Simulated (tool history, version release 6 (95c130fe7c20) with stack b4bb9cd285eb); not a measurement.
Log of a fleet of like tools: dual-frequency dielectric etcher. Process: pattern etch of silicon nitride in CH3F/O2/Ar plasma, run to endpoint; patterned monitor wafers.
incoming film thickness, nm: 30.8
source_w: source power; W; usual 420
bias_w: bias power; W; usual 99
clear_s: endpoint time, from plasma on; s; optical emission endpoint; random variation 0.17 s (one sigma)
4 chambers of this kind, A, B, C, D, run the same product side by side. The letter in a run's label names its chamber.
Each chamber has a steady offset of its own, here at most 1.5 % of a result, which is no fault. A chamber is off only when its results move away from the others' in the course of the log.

{"run": "1C", "hour": 12.7, "source_w": 420, "bias_w": 99, "clear_s": 38.943}
{"run": "2B", "hour": 27.5, "source_w": 420, "bias_w": 99, "clear_s": 39.668}
{"run": "3D", "hour": 37.7, "source_w": 420, "bias_w": 99, "clear_s": 38.962}
{"run": "4A", "hour": 51.9, "source_w": 420, "bias_w": 99, "clear_s": 39.564}
{"run": "5B", "hour": 60.5, "source_w": 420, "bias_w": 99, "clear_s": 39.35}
{"run": "6A", "hour": 68.8, "source_w": 420, "bias_w": 120, "clear_s": 36.78}
{"run": "7D", "hour": 81.3, "source_w": 420, "bias_w": 120, "clear_s": 36.244}
{"run": "8C", "hour": 93.1, "source_w": 420, "bias_w": 120, "clear_s": 36.406}
{"run": "9C", "hour": 104.4, "source_w": 420, "bias_w": 120, "clear_s": 36.183}
{"run": "10B", "hour": 114.6, "source_w": 420, "bias_w": 99, "clear_s": 39.53}
{"hour": 118.4, "done": "chamber B: wet clean of the chamber"}
{"run": "11A", "hour": 126.1, "source_w": 470, "bias_w": 84, "clear_s": 40.135}
{"run": "12D", "hour": 133.8, "source_w": 470, "bias_w": 84, "clear_s": 39.896}
{"run": "13C", "hour": 147.8, "source_w": 470, "bias_w": 84, "clear_s": 39.739}
{"run": "14A", "hour": 161.5, "source_w": 470, "bias_w": 84, "clear_s": 40.032}
{"run": "15B", "hour": 170.6, "source_w": 420, "bias_w": 99, "clear_s": 39.358}
{"run": "16D", "hour": 182.0, "source_w": 390, "bias_w": 99, "clear_s": 40.038}
{"run": "17D", "hour": 189.7, "source_w": 390, "bias_w": 99, "clear_s": 40.095}
{"run": "18C", "hour": 198.4, "source_w": 390, "bias_w": 99, "clear_s": 39.967}
{"run": "19A", "hour": 208.5, "source_w": 390, "bias_w": 99, "clear_s": 40.95}
{"run": "20B", "hour": 222.4, "source_w": 420, "bias_w": 99, "clear_s": 39.138}
{"run": "21A", "hour": 234.1, "source_w": 480, "bias_w": 75, "clear_s": 41.613}
{"run": "22C", "hour": 248.3, "source_w": 480, "bias_w": 75, "clear_s": 40.954}
{"run": "23B", "hour": 256.6, "source_w": 480, "bias_w": 75, "clear_s": 41.291}
{"run": "24D", "hour": 270.2, "source_w": 480, "bias_w": 75, "clear_s": 40.901}
{"run": "25A", "hour": 279.2, "source_w": 420, "bias_w": 99, "clear_s": 39.689}
{"hour": 292.5, "done": "chamber A: wet clean of the chamber"}
{"run": "26B", "hour": 293.1, "source_w": 420, "bias_w": 99, "clear_s": 39.443}
{"hour": 298.9, "done": "chamber D: wet clean of the chamber"}
{"run": "27C", "hour": 301.2, "source_w": 420, "bias_w": 99, "clear_s": 38.929}
{"run": "28D", "hour": 311.3, "source_w": 420, "bias_w": 99, "clear_s": 39.298}
{"run": "29D", "hour": 326.0, "source_w": 420, "bias_w": 99, "clear_s": 39.13}
{"run": "30A", "hour": 332.6, "source_w": 420, "bias_w": 99, "clear_s": 39.619}
{"run": "31B", "hour": 344.6, "source_w": 420, "bias_w": 99, "clear_s": 39.47}
{"run": "32C", "hour": 355.6, "source_w": 320, "bias_w": 91, "clear_s": 44.772}
{"run": "33C", "hour": 367.6, "source_w": 320, "bias_w": 91, "clear_s": 44.859}
{"hour": 377.6, "done": "chamber C: wet clean of the chamber"}
{"run": "34D", "hour": 380.1, "source_w": 320, "bias_w": 91, "clear_s": 44.487}
{"run": "35B", "hour": 391.8, "source_w": 320, "bias_w": 91, "clear_s": 45.02}
{"run": "36A", "hour": 398.9, "source_w": 420, "bias_w": 99, "clear_s": 39.408}
{"run": "37C", "hour": 410.8, "source_w": 420, "bias_w": 99, "clear_s": 38.779}
{"run": "38A", "hour": 418.0, "source_w": 420, "bias_w": 91, "clear_s": 40.852}
{"run": "39B", "hour": 429.0, "source_w": 420, "bias_w": 91, "clear_s": 40.453}
{"run": "40D", "hour": 439.3, "source_w": 420, "bias_w": 91, "clear_s": 40.41}

Next, every chamber runs the same settings. What will each give?
{"run": "41A", "hour": 450.2, "source_w": 420, "bias_w": 99, "clear_s": "?"}
{"run": "41B", "hour": 450.2, "source_w": 420, "bias_w": 99, "clear_s": "?"}
{"run": "41C", "hour": 450.2, "source_w": 420, "bias_w": 99, "clear_s": "?"}
{"run": "41D", "hour": 450.2, "source_w": 420, "bias_w": 99, "clear_s": "?"}

run=41A clear_s=39.808
run=41B clear_s=39.367
run=41C clear_s=38.865
run=41D clear_s=39.102
